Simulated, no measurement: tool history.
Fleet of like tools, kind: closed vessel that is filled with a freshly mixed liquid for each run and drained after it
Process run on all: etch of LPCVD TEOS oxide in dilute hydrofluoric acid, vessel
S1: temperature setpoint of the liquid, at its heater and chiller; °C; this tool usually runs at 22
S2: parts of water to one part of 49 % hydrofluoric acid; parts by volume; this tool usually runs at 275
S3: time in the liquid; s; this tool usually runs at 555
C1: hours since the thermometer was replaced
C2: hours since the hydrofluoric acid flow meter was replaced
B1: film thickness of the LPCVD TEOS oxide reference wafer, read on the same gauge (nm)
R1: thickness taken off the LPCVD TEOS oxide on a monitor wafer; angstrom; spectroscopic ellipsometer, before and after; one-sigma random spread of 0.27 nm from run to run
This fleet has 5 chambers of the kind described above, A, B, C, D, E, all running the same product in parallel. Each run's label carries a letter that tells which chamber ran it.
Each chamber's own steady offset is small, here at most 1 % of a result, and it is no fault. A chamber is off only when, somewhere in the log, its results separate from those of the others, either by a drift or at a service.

run,day,S1,S2,S3,C1,C2,B1,R1
1E,0.362,22,275,555,243.7,288.7,130.02,367.60
2B,0.825,22,275,555,2392.4,550.4,130.00,370.31
3D,1.200,22,275,555,456.4,1308.1,130.01,366.95
4A,1.754,22,275,555,681.0,161.0,129.95,367.16
5C,2.183,22,275,555,71.5,494.5,129.99,370.94
6E,2.550,22,275,555,296.2,341.2,129.97,366.19
7C,3.071,22,275,555,92.8,515.8,130.01,368.57
8D,3.375,22,160,780,508.6,1360.3,129.99,989.37
9A,3.879,22,160,780,732.0,212.0,130.02,1008.50
10B,4.333,22,160,780,2476.6,634.6,130.05,986.52
11A,4.621,22,160,780,749.8,229.8,129.98,1016.50
12D,5.075,22,160,780,549.4,1401.1,130.01,1002.00
13B,5.404,22,275,555,2502.3,660.3,129.98,371.69
14E,5.771,26,335,555,373.5,418.5,129.96,326.58
15C,6.179,26,335,555,167.4,590.4,129.99,325.71
16E,6.662,26,335,555,394.9,439.9,130.00,323.71
17B,7.088,26,335,555,2542.7,700.7,130.00,328.67
18C,7.588,26,335,555,201.2,624.2,130.01,326.60
19A,8.138,22,275,555,834.2,314.2,129.99,364.86
20D,8.458,22,160,280,630.6,1482.3,130.01,359.96
21D,8.867,22,160,280,640.4,1492.1,130.00,360.41
22B,9.242,22,160,280,2594.4,752.4,130.00,357.17
# day 9.708: chamber B: thermometer replaced
23E,9.750,22,160,280,469.0,514.0,129.98,363.62
24C,10.154,22,160,280,262.8,685.8,130.03,357.36
25A,10.538,22,275,555,891.8,371.8,129.99,364.00
26A,11.058,22,275,555,904.3,384.3,130.01,367.22
27B,11.321,22,275,555,38.8,802.3,130.04,364.51
28D,11.771,22,275,555,710.1,1561.8,129.95,369.10
29C,12.167,22,275,555,311.1,734.1,130.00,361.59
30E,12.654,22,275,555,538.7,583.7,130.00,367.13
31E,12.942,22,275,555,545.6,590.6,130.02,368.60
32B,13.308,22,275,555,86.5,850.0,130.01,366.87

Predict what each chamber gives when all 5 of them run the settings below next.
33A,13.712,22,275,555,,,,?
33B,13.712,22,275,555,,,,?
33C,13.712,22,275,555,,,,?
33D,13.712,22,275,555,,,,?
33E,13.712,22,275,555,,,,?

run,R1
33A,368.91
33B,369.62
33C,360.60
33D,367.68
33E,369.44
